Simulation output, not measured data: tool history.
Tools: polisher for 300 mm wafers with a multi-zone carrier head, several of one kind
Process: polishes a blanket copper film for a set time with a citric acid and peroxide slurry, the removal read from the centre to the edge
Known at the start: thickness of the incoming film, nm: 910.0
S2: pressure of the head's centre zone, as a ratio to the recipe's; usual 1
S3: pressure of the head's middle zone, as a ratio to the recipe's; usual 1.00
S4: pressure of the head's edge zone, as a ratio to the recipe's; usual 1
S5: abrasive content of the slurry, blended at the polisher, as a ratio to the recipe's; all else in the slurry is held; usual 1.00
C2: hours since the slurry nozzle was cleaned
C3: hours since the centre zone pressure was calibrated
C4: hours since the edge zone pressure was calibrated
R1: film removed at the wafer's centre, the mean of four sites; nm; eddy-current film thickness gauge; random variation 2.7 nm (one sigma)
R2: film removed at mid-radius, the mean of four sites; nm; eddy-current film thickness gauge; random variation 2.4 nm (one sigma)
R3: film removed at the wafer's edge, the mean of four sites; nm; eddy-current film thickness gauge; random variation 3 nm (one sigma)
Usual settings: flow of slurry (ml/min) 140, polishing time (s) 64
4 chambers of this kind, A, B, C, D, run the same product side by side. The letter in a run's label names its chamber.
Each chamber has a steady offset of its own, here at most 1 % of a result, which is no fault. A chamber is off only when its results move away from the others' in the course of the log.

Run 1D, hour 15.1: usual settings; wafers polished on this pad 1077; C2 719.6; C3 315.7; C4 633.4. Result: R1 264.65 nm, R2 263.33 nm, R3 263.23 nm.
At hour 19.1: chamber C: edge zone pressure recalibrated.
Run 2C, hour 27.0: usual settings; wafers polished on this pad 428; C2 374.0; C3 594.2; C4 7.9. Result: R1 267.29 nm, R2 264.84 nm, R3 258.82 nm.
At hour 33.2: chamber B: slurry nozzle cleaned.
Run 3B, hour 40.3: usual settings; wafers polished on this pad 510; C2 7.1; C3 653.1; C4 296.1. Result: R1 265.52 nm, R2 262.97 nm, R3 264.81 nm.
At hour 44.2: chamber C: slurry nozzle cleaned.
Run 4A, hour 54.8: usual settings; wafers polished on this pad 473; C2 232.7; C3 1056.1; C4 273.8. Result: R1 262.19 nm, R2 261.22 nm, R3 263.49 nm.
At hour 59.8: chamber D: worn pad replaced by a new one.
Run 5A, hour 69.3: usual settings; wafers polished on this pad 590; C2 247.2; C3 1070.6; C4 288.3. Result: R1 261.73 nm, R2 263.06 nm, R3 261.93 nm.
Run 6C, hour 83.8: usual settings; wafers polished on this pad 887; C2 39.7; C3 651.0; C4 64.7. Result: R1 263.68 nm, R2 263.06 nm, R3 261.97 nm.
Run 7B, hour 96.8: usual settings; wafers polished on this pad 966; C2 63.6; C3 709.6; C4 352.6. Result: R1 265.59 nm, R2 266.92 nm, R3 261.19 nm.
At hour 104.0: chamber C: worn pad replaced by a new one.
At hour 104.8: chamber A: worn pad replaced by a new one.
Run 8D, hour 107.4: usual settings; wafers polished on this pad 385; C2 811.9; C3 408.0; C4 725.7. Result: R1 260.87 nm, R2 265.26 nm, R3 266.71 nm.
Run 9C, hour 118.6: usual settings; wafers polished on this pad 118; C2 74.5; C3 685.8; C4 99.5. Result: R1 267.33 nm, R2 263.42 nm, R3 259.51 nm.
Run 10B, hour 129.9: usual settings; wafers polished on this pad 1233; C2 96.7; C3 742.7; C4 385.7. Result: R1 263.72 nm, R2 262.89 nm, R3 264.55 nm.
Run 11A, hour 141.1: usual settings but flow of slurry (ml/min) 100, S3 1.10; wafers polished on this pad 293; C2 319.0; C3 1142.4; C4 360.1. Result: R1 239.60 nm, R2 262.01 nm, R3 243.70 nm.
At hour 145.5: chamber B: worn pad replaced by a new one.
Run 12D, hour 150.8: usual settings but flow of slurry (ml/min) 100, S3 1.10; wafers polished on this pad 735; C2 855.3; C3 451.4; C4 769.1. Result: R1 239.52 nm, R2 262.26 nm, R3 249.25 nm.
Run 13D, hour 164.6: usual settings but flow of slurry (ml/min) 100, S3 1.10; wafers polished on this pad 847; C2 869.1; C3 465.2; C4 782.9. Result: R1 244.11 nm, R2 267.54 nm, R3 254.08 nm.
Run 14C, hour 179.4: usual settings but flow of slurry (ml/min) 100, S3 1.10; wafers polished on this pad 609; C2 135.3; C3 746.6; C4 160.3. Result: R1 239.94 nm, R2 265.65 nm, R3 247.00 nm.
Run 15A, hour 188.8: usual settings; wafers polished on this pad 679; C2 366.7; C3 1190.1; C4 407.8. Result: R1 260.86 nm, R2 255.26 nm, R3 262.43 nm.
Run 16B, hour 196.3: usual settings; wafers polished on this pad 410; C2 163.1; C3 809.1; C4 452.1. Result: R1 264.26 nm, R2 267.18 nm, R3 267.16 nm.
At hour 199.5: chamber D: worn pad replaced by a new one.
At hour 204.9: chamber A: worn pad replaced by a new one.
At hour 208.1: chamber D: slurry nozzle cleaned.
Run 17C, hour 210.2: usual settings; wafers polished on this pad 857; C2 166.1; C3 777.4; C4 191.1. Result: R1 266.05 nm, R2 266.29 nm, R3 258.26 nm.
Run 18D, hour 219.3: usual settings but S3 1.08, S5 0.75; wafers polished on this pad 160; C2 11.3; C3 519.9; C4 837.6. Result: R1 248.23 nm, R2 269.17 nm, R3 253.31 nm.
At hour 222.7: chamber B: centre zone pressure recalibrated.
Run 19B, hour 231.4: usual settings but S3 1.08, S5 0.75; wafers polished on this pad 694; C2 198.2; C3 8.8; C4 487.2. Result: R1 250.68 nm, R2 261.53 nm, R3 248.44 nm.
At hour 236.0: chamber C: worn pad replaced by a new one.
Run 20A, hour 245.9: usual settings but S3 1.08, S5 0.75; wafers polished on this pad 331; C2 423.8; C3 1247.2; C4 464.9. Result: R1 238.43 nm, R2 259.38 nm, R3 239.50 nm.
At hour 252.2: chamber B: edge zone pressure recalibrated.
Run 21A, hour 258.2: usual settings but S3 1.08, S5 0.75; wafers polished on this pad 430; C2 436.1; C3 1259.5; C4 477.2. Result: R1 242.29 nm, R2 255.16 nm, R3 242.50 nm.
Run 22D, hour 268.6: usual settings; wafers polished on this pad 558; C2 60.6; C3 569.2; C4 886.9. Result: R1 264.22 nm, R2 261.88 nm, R3 263.83 nm.
At hour 273.8: chamber B: slurry nozzle cleaned.
Run 23C, hour 279.3: usual settings; wafers polished on this pad 350; C2 235.2; C3 846.5; C4 260.2. Result: R1 261.39 nm, R2 264.94 nm, R3 259.00 nm.
Run 24B, hour 286.8: usual settings but flow of slurry (ml/min) 115, S3 1.10; wafers polished on this pad 1141; C2 13.0; C3 64.2; C4 34.7. Result: R1 251.99 nm, R2 279.80 nm, R3 258.39 nm.
Run 25C, hour 298.6: usual settings but flow of slurry (ml/min) 115, S3 1.10; wafers polished on this pad 506; C2 254.5; C3 865.8; C4 279.5. Result: R1 250.80 nm, R2 276.56 nm, R3 255.49 nm.
Run 26A, hour 308.5: usual settings but flow of slurry (ml/min) 115, S3 1.10; wafers polished on this pad 836; C2 486.4; C3 1309.8; C4 527.5. Result: R1 233.03 nm, R2 260.04 nm, R3 246.04 nm.
At hour 311.9: chamber A: worn pad replaced by a new one.
Run 27B, hour 323.8: usual settings but flow of slurry (ml/min) 115, S3 1.10; wafers polished on this pad 1440; C2 50.0; C3 101.2; C4 71.7. Result: R1 250.96 nm, R2 273.64 nm, R3 254.81 nm.
Run 28D, hour 336.1: usual settings; wafers polished on this pad 1103; C2 128.1; C3 636.7; C4 954.4. Result: R1 262.63 nm, R2 263.32 nm, R3 268.75 nm.
Run 29D, hour 347.5: usual settings; wafers polished on this pad 1195; C2 139.5; C3 648.1; C4 965.8. Result: R1 266.97 nm, R2 267.43 nm, R3 257.91 nm.
At hour 349.8: chamber B: worn pad replaced by a new one.
Run 30C, hour 354.1: usual settings; wafers polished on this pad 954; C2 310.0; C3 921.3; C4 335.0. Result: R1 262.27 nm, R2 267.80 nm, R3 261.25 nm.
Run 31A, hour 361.2: usual settings; wafers polished on this pad 398; C2 539.1; C3 1362.5; C4 580.2. Result: R1 251.58 nm, R2 250.72 nm, R3 255.72 nm.
At hour 365.9: chamber D: worn pad replaced by a new one.
Run 32B, hour 371.1: usual settings; wafers polished on this pad 172; C2 97.3; C3 148.5; C4 119.0. Result: R1 262.27 nm, R2 264.79 nm, R3 260.99 nm.
At hour 375.3: chamber C: worn pad replaced by a new one.
Run 33B, hour 380.2: usual settings; wafers polished on this pad 246; C2 106.4; C3 157.6; C4 128.1. Result: R1 264.01 nm, R2 265.19 nm, R3 266.34 nm.
Run 34A, hour 394.3: usual settings; wafers polished on this pad 665; C2 572.2; C3 1395.6; C4 613.3. Result: R1 241.29 nm, R2 246.08 nm, R3 250.87 nm.
Run 35C, hour 409.0: usual settings; wafers polished on this pad 272; C2 364.9; C3 976.2; C4 389.9. Result: R1 258.78 nm, R2 265.81 nm, R3 262.42 nm.
At hour 410.6: chamber A: worn pad replaced by a new one.
Run 36D, hour 420.5: usual settings; wafers polished on this pad 441; C2 212.5; C3 721.1; C4 1038.8. Result: R1 263.02 nm, R2 264.11 nm, R3 264.00 nm.
Run 37C, hour 427.9: usual settings; wafers polished on this pad 425; C2 383.8; C3 995.1; C4 408.8. Result: R1 265.50 nm, R2 269.89 nm, R3 259.09 nm.
Run 38A, hour 437.4: usual settings; wafers polished on this pad 216; C2 615.3; C3 1438.7; C4 656.4. Result: R1 238.86 nm, R2 237.82 nm, R3 245.79 nm.
Run 39D, hour 452.4: usual settings; wafers polished on this pad 699; C2 244.4; C3 753.0; C4 1070.7. Result: R1 264.24 nm, R2 266.39 nm, R3 266.91 nm.
Run 40B, hour 460.0: usual settings; wafers polished on this pad 890; C2 186.2; C3 237.4; C4 207.9. Result: R1 266.67 nm, R2 265.78 nm, R3 268.99 nm.

What goes on in this fleet: one chamber off, a drifting gauge, or nothing beyond the chambers' own small offsets? Name the chamber and the cause, if any.

Chamber A drifts away from the others.
Cause: slurry flow missing at the pad, % = 34.4.

Here are 4 candidates for chamber A's next run, each the usual settings with a change, their results left as question marks. Which one brings its results back in line with what the others give on the usual settings?
In line means no further than this from the other chambers' mean on the usual settings: R1 9.60 nm; R2 8.50 nm; R3 11.00 nm
Run 41A-1, hour 471.0: usual settings but flow of slurry (ml/min) 155, S2 1.05, S3 1.04, S4 0.96, polishing time (s) 73. Result: R1 ?, R2 ?, R3 ?.
Run 41A-2, hour 471.0: usual settings but flow of slurry (ml/min) 125, S2 0.96, S3 0.96, S4 1.04, polishing time (s) 56. Result: R1 ?, R2 ?, R3 ?.
Run 41A-3, hour 471.0: usual settings but flow of slurry (ml/min) 150, S2 1.03, S3 1.03, S4 0.98, polishing time (s) 69. Result: R1 ?, R2 ?, R3 ?.
Run 41A-4, hour 471.0: usual settings but flow of slurry (ml/min) 130, S2 0.98, S3 0.98, S4 1.02, polishing time (s) 60. Result: R1 ?, R2 ?, R3 ?.

The other chambers' mean on the usual settings: R1 264.69 nm; R2 265.23 nm; R3 264.13 nm
  run      R1      R2      R3
41A-1  292.59  288.28  279.07
41A-2  188.80  192.48  213.98
41A-3  268.02  267.62  264.98
41A-4  210.01  212.90  228.78
41A-3 brings the chamber back in line.

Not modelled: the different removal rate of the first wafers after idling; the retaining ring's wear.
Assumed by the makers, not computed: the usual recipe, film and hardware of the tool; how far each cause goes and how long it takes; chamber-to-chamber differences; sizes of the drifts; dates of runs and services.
